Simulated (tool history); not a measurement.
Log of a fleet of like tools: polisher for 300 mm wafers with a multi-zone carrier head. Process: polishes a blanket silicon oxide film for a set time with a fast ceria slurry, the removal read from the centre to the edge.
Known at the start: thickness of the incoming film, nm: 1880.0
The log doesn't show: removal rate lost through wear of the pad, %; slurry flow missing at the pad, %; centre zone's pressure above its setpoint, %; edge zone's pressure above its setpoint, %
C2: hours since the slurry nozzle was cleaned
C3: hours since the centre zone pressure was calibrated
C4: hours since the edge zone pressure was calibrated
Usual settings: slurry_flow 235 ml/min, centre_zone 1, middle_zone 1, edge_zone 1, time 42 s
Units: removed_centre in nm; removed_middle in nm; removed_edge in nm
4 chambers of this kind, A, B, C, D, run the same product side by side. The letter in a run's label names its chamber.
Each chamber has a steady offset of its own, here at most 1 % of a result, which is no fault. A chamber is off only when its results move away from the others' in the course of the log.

Run 1B, hour 8.4: usual settings; wafers polished on this pad 919; C2 217.7; C3 22.8; C4 124.4. Result: removed_centre 621.68 nm, removed_middle 612.05 nm, removed_edge 609.68 nm.
At hour 11.6: chamber C: worn pad replaced by a new one.
Run 2A, hour 16: usual settings; wafers polished on this pad 1204; C2 329.4; C3 180.4; C4 944.8. Result: removed_centre 623.31 nm, removed_middle 613.58 nm, removed_edge 620.8 nm.
At hour 16.7: chamber B: slurry nozzle cleaned.
At hour 25: chamber A: worn pad replaced by a new one.
Run 3C, hour 27.6: usual settings; wafers polished on this pad 270; C2 525.5; C3 444.1; C4 161.2. Result: removed_centre 620.07 nm, removed_middle 616.62 nm, removed_edge 615.17 nm.
Run 4D, hour 37.9: usual settings; wafers polished on this pad 979; C2 122; C3 754.3; C4 64.1. Result: removed_centre 616.12 nm, removed_middle 623.96 nm, removed_edge 626.11 nm.
At hour 42.7: chamber B: worn pad replaced by a new one.
Run 5D, hour 48.5: usual settings; wafers polished on this pad 1157; C2 132.6; C3 764.9; C4 74.7. Result: removed_centre 609.43 nm, removed_middle 628.09 nm, removed_edge 613.02 nm.
At hour 51.4: chamber D: worn pad replaced by a new one.
Run 6A, hour 55.3: usual settings; wafers polished on this pad 510; C2 368.7; C3 219.7; C4 984.1. Result: removed_centre 628.7 nm, removed_middle 617.12 nm, removed_edge 624.21 nm.
Run 7B, hour 63.1: usual settings; wafers polished on this pad 343; C2 46.4; C3 77.5; C4 179.1. Result: removed_centre 619.75 nm, removed_middle 619.17 nm, removed_edge 599.75 nm.
Run 8C, hour 71.2: usual settings; wafers polished on this pad 1003; C2 569.1; C3 487.7; C4 204.8. Result: removed_centre 613.93 nm, removed_middle 622.27 nm, removed_edge 618.15 nm.
Run 9C, hour 80.4: usual settings; wafers polished on this pad 1158; C2 578.3; C3 496.9; C4 214. Result: removed_centre 624.7 nm, removed_middle 617.57 nm, removed_edge 627.39 nm.
Run 10D, hour 88.5: usual settings; wafers polished on this pad 625; C2 172.6; C3 804.9; C4 114.7. Result: removed_centre 619.39 nm, removed_middle 623.27 nm, removed_edge 622.35 nm.
At hour 93.2: chamber A: worn pad replaced by a new one.
At hour 95.7: chamber C: worn pad replaced by a new one.
Run 11B, hour 97: usual settings; wafers polished on this pad 913; C2 80.3; C3 111.4; C4 213. Result: removed_centre 631.39 nm, removed_middle 612.46 nm, removed_edge 604.14 nm.
Run 12A, hour 103.9: usual settings; wafers polished on this pad 180; C2 417.3; C3 268.3; C4 1032.7. Result: removed_centre 621.19 nm, removed_middle 625.96 nm, removed_edge 631.23 nm.
Run 13B, hour 114.9: usual settings but centre_zone 1.08; wafers polished on this pad 1214; C2 98.2; C3 129.3; C4 230.9. Result: removed_centre 672.29 nm, removed_middle 615.39 nm, removed_edge 620.08 nm.
At hour 120.6: chamber B: worn pad replaced by a new one.
At hour 124: chamber D: centre zone pressure recalibrated.
Run 14C, hour 125.4: usual settings but centre_zone 1.08; wafers polished on this pad 500; C2 623.3; C3 541.9; C4 259. Result: removed_centre 671.47 nm, removed_middle 634.21 nm, removed_edge 625.44 nm.
At hour 133.2: chamber D: worn pad replaced by a new one.
Run 15D, hour 136.9: usual settings but centre_zone 1.08; wafers polished on this pad 62; C2 221; C3 12.9; C4 163.1. Result: removed_centre 679.59 nm, removed_middle 622.77 nm, removed_edge 621.43 nm.
Run 16A, hour 145.5: usual settings but centre_zone 1.08; wafers polished on this pad 879; C2 458.9; C3 309.9; C4 1074.3. Result: removed_centre 666.82 nm, removed_middle 611.83 nm, removed_edge 622.55 nm.
Run 17C, hour 151.5: usual settings; wafers polished on this pad 938; C2 649.4; C3 568; C4 285.1. Result: removed_centre 623.3 nm, removed_middle 622.11 nm, removed_edge 639.08 nm.
At hour 155.5: chamber C: centre zone pressure recalibrated.
Run 18A, hour 158.7: usual settings; wafers polished on this pad 1101; C2 472.1; C3 323.1; C4 1087.5. Result: removed_centre 616.09 nm, removed_middle 605.64 nm, removed_edge 610.93 nm.
At hour 158.8: chamber A: worn pad replaced by a new one.
Run 19D, hour 165.4: usual settings; wafers polished on this pad 541; C2 249.5; C3 41.4; C4 191.6. Result: removed_centre 618.65 nm, removed_middle 628.19 nm, removed_edge 630.91 nm.
Run 20B, hour 176.1: usual settings; wafers polished on this pad 934; C2 159.4; C3 190.5; C4 292.1. Result: removed_centre 617.38 nm, removed_middle 621.29 nm, removed_edge 615.68 nm.
At hour 176.5: chamber C: worn pad replaced by a new one.
Run 21C, hour 187.9: usual settings; wafers polished on this pad 192; C2 685.8; C3 32.5; C4 321.5. Result: removed_centre 618.47 nm, removed_middle 628.31 nm, removed_edge 618.71 nm.
At hour 190.9: chamber B: worn pad replaced by a new one.
Run 22A, hour 197.1: usual settings; wafers polished on this pad 644; C2 510.5; C3 361.5; C4 1125.9. Result: removed_centre 623.79 nm, removed_middle 617.98 nm, removed_edge 631.87 nm.
Run 23D, hour 205.6: usual settings but edge_zone 0.9; wafers polished on this pad 1217; C2 289.7; C3 81.6; C4 231.8. Result: removed_centre 613.65 nm, removed_middle 622.45 nm, removed_edge 592.81 nm.
Run 24B, hour 210.9: usual settings but edge_zone 0.9; wafers polished on this pad 337; C2 194.2; C3 225.3; C4 326.9. Result: removed_centre 608.09 nm, removed_middle 614.87 nm, removed_edge 581.35 nm.
Run 25A, hour 216.1: usual settings but edge_zone 0.9; wafers polished on this pad 963; C2 529.5; C3 380.5; C4 1144.9. Result: removed_centre 623.3 nm, removed_middle 620.64 nm, removed_edge 596.35 nm.
At hour 216.4: chamber D: worn pad replaced by a new one.
At hour 222.2: chamber A: worn pad replaced by a new one.
Run 26B, hour 224.5: usual settings but edge_zone 0.9; wafers polished on this pad 566; C2 207.8; C3 238.9; C4 340.5. Result: removed_centre 605.81 nm, removed_middle 616.75 nm, removed_edge 583.66 nm.
Run 27C, hour 234.5: usual settings but slurry_flow 180 ml/min; wafers polished on this pad 976; C2 732.4; C3 79.1; C4 368.1. Result: removed_centre 595.35 nm, removed_middle 607.82 nm, removed_edge 606.44 nm.
At hour 243.5: chamber C: worn pad replaced by a new one.
Run 28D, hour 244: usual settings but slurry_flow 180 ml/min; wafers polished on this pad 464; C2 328.1; C3 120; C4 270.2. Result: removed_centre 590.43 nm, removed_middle 592.28 nm, removed_edge 605.1 nm.
Run 29A, hour 251: usual settings but slurry_flow 180 ml/min; wafers polished on this pad 484; C2 564.4; C3 415.4; C4 1179.8. Result: removed_centre 592.86 nm, removed_middle 596.77 nm, removed_edge 618.07 nm.
Run 30B, hour 257.3: usual settings but slurry_flow 180 ml/min; wafers polished on this pad 1117; C2 240.6; C3 271.7; C4 373.3. Result: removed_centre 591.53 nm, removed_middle 586.27 nm, removed_edge 590.3 nm.
At hour 263.7: chamber B: centre zone pressure recalibrated.
At hour 264.5: chamber B: slurry nozzle cleaned.
Run 31C, hour 266.3: usual settings; wafers polished on this pad 384; C2 764.2; C3 110.9; C4 399.9. Result: removed_centre 617.92 nm, removed_middle 626.94 nm, removed_edge 622.18 nm.
At hour 272.4: chamber B: worn pad replaced by a new one.
Run 32D, hour 277.5: usual settings; wafers polished on this pad 1027; C2 361.6; C3 153.5; C4 303.7. Result: removed_centre 611.51 nm, removed_middle 620.25 nm, removed_edge 616.27 nm.
At hour 279: chamber D: worn pad replaced by a new one.
At hour 281.5: chamber A: edge zone pressure recalibrated.
Run 33D, hour 285.4: usual settings; wafers polished on this pad 108; C2 369.5; C3 161.4; C4 311.6. Result: removed_centre 623.75 nm, removed_middle 631.07 nm, removed_edge 618.34 nm.
Run 34A, hour 291.9: usual settings; wafers polished on this pad 1172; C2 605.3; C3 456.3; C4 10.5. Result: removed_centre 635.03 nm, removed_middle 616.67 nm, removed_edge 633.19 nm.
At hour 295.6: chamber A: worn pad replaced by a new one.
Run 35C, hour 300.5: usual settings; wafers polished on this pad 959; C2 798.4; C3 145.1; C4 434.1. Result: removed_centre 614.74 nm, removed_middle 630.64 nm, removed_edge 625.79 nm.
Run 36B, hour 306: usual settings; wafers polished on this pad 566; C2 41.5; C3 42.4; C4 422. Result: removed_centre 632.08 nm, removed_middle 612.27 nm, removed_edge 623.66 nm.
At hour 306.4: chamber C: worn pad replaced by a new one.
Run 37C, hour 313.2: usual settings; wafers polished on this pad 114; C2 811.1; C3 157.8; C4 446.8. Result: removed_centre 622.94 nm, removed_middle 626.97 nm, removed_edge 624.71 nm.
At hour 313.9: chamber A: centre zone pressure recalibrated.
Run 38A, hour 323.9: usual settings; wafers polished on this pad 476; C2 637.3; C3 10; C4 42.5. Result: removed_centre 620.42 nm, removed_middle 618.25 nm, removed_edge 613.89 nm.
Run 39B, hour 332.2: usual settings; wafers polished on this pad 1006; C2 67.7; C3 68.6; C4 448.2. Result: removed_centre 621.03 nm, removed_middle 621.1 nm, removed_edge 620.37 nm.
Run 40D, hour 338.2: usual settings; wafers polished on this pad 996; C2 422.3; C3 214.2; C4 364.4. Result: removed_centre 620.86 nm, removed_middle 622.9 nm, removed_edge 619.29 nm.
At hour 342.1: chamber B: worn pad replaced by a new one.
Run 41C, hour 348.8: usual settings; wafers polished on this pad 713; C2 846.7; C3 193.4; C4 482.4. Result: removed_centre 609.87 nm, removed_middle 630.97 nm, removed_edge 611.76 nm.
At hour 351.4: chamber D: worn pad replaced by a new one.
Run 42A, hour 355.7: usual settings; wafers polished on this pad 1011; C2 669.1; C3 41.8; C4 74.3. Result: removed_centre 622.75 nm, removed_middle 615.04 nm, removed_edge 615.93 nm.
Run 43B, hour 361.8: usual settings but centre_zone 0.96, edge_zone 0.92; wafers polished on this pad 332; C2 97.3; C3 98.2; C4 477.8. Result: removed_centre 597.75 nm, removed_middle 624.17 nm, removed_edge 585.86 nm.
Run 44D, hour 366.9: usual settings but centre_zone 0.96, edge_zone 0.92; wafers polished on this pad 261; C2 451; C3 242.9; C4 393.1. Result: removed_centre 597.62 nm, removed_middle 617.1 nm, removed_edge 597.69 nm.

Next, every chamber runs the same settings. What will each give?
Run 45A, hour 375.4: usual settings. Result: removed_centre ?, removed_middle ?, removed_edge ?.
Run 45B, hour 375.4: usual settings. Result: removed_centre ?, removed_middle ?, removed_edge ?.
Run 45C, hour 375.4: usual settings. Result: removed_centre ?, removed_middle ?, removed_edge ?.
Run 45D, hour 375.4: usual settings. Result: removed_centre ?, removed_middle ?, removed_edge ?.

run  removed_centre  removed_middle  removed_edge
45A           622.2          613.16        636.81
45B          617.44          623.68        595.45
45C          627.88          629.17        624.75
45D          626.45          615.87         620.1
